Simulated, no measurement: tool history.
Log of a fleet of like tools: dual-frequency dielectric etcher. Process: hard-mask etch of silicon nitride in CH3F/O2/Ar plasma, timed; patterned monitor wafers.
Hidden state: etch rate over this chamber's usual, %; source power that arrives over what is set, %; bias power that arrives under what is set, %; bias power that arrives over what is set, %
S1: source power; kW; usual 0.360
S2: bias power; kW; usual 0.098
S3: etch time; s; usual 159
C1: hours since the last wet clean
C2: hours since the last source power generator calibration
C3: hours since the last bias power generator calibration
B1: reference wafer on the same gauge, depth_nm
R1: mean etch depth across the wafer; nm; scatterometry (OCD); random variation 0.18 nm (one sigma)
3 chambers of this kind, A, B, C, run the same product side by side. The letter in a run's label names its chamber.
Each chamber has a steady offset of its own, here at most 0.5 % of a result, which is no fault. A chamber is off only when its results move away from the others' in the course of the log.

At hour 5.8: chamber B: wet clean of the chamber.
Run 1C, hour 8.5: usual settings; C1 463.3; C2 700.0; C3 397.8; B1 122.94. Result: R1 119.940 nm.
At hour 15.4: chamber A: wet clean of the chamber.
Run 2B, hour 16.6: usual settings; C1 10.9; C2 1359.6; C3 4843.7; B1 122.90. Result: R1 118.830 nm.
At hour 24.5: chamber C: wet clean of the chamber.
Run 3A, hour 26.4: usual settings; C1 11.1; C2 2082.9; C3 147.8; B1 122.82. Result: R1 118.350 nm.
Run 4C, hour 35.4: usual settings; C1 10.9; C2 726.9; C3 424.7; B1 122.85. Result: R1 119.640 nm.
Run 5A, hour 43.0: usual settings; C1 27.7; C2 2099.5; C3 164.4; B1 122.88. Result: R1 118.580 nm.
Run 6B, hour 51.9: usual settings; C1 46.2; C2 1394.9; C3 4879.0; B1 122.80. Result: R1 118.660 nm.
Run 7C, hour 62.0: usual settings; C1 37.5; C2 753.5; C3 451.3; B1 122.73. Result: R1 119.480 nm.
Run 8A, hour 69.9: usual settings; C1 54.6; C2 2126.4; C3 191.3; B1 122.70. Result: R1 118.230 nm.
Run 9B, hour 77.3: usual settings; C1 71.6; C2 1420.3; C3 4904.4; B1 122.66. Result: R1 118.670 nm.
Run 10A, hour 87.1: usual settings; C1 71.8; C2 2143.6; C3 208.5; B1 122.61. Result: R1 118.650 nm.
Run 11B, hour 98.1: usual settings; C1 92.4; C2 1441.1; C3 4925.2; B1 122.57. Result: R1 118.560 nm.
Run 12C, hour 107.8: usual settings; C1 83.3; C2 799.3; C3 497.1; B1 122.59. Result: R1 119.300 nm.
Run 13B, hour 119.5: usual settings but S1 0.430 kW, S3 118 s; C1 113.8; C2 1462.5; C3 4946.6; B1 122.53. Result: R1 93.939 nm.
Run 14C, hour 129.2: usual settings but S1 0.430 kW, S3 118 s; C1 104.7; C2 820.7; C3 518.5; B1 122.46. Result: R1 94.984 nm.
Run 15A, hour 136.4: usual settings but S1 0.430 kW, S3 118 s; C1 121.1; C2 2192.9; C3 257.8; B1 122.40. Result: R1 93.623 nm.
Run 16A, hour 145.6: usual settings; C1 130.3; C2 2202.1; C3 267.0; B1 122.43. Result: R1 118.320 nm.
Run 17B, hour 153.0: usual settings; C1 147.3; C2 1496.0; C3 4980.1; B1 122.34. Result: R1 118.730 nm.
Run 18C, hour 159.3: usual settings but S2 0.082 kW, S3 193 s; C1 134.8; C2 850.8; C3 548.6; B1 122.33. Result: R1 135.880 nm.
Run 19A, hour 167.2: usual settings but S2 0.082 kW, S3 193 s; C1 151.9; C2 2223.7; C3 288.6; B1 122.35. Result: R1 134.450 nm.
Run 20C, hour 173.1: usual settings but S2 0.082 kW, S3 193 s; C1 148.6; C2 864.6; C3 562.4; B1 122.30. Result: R1 135.820 nm.
Run 21B, hour 180.1: usual settings; C1 174.4; C2 1523.1; C3 5007.2; B1 122.26. Result: R1 118.160 nm.

What goes on in this fleet: one chamber off, a drifting gauge, or nothing beyond the chambers' own small offsets? Name the chamber and the cause, if any.

The gauge drifts, so all chambers seem to drift together. No chamber is off.
Cause: gauge reads low (%) = 0.63.

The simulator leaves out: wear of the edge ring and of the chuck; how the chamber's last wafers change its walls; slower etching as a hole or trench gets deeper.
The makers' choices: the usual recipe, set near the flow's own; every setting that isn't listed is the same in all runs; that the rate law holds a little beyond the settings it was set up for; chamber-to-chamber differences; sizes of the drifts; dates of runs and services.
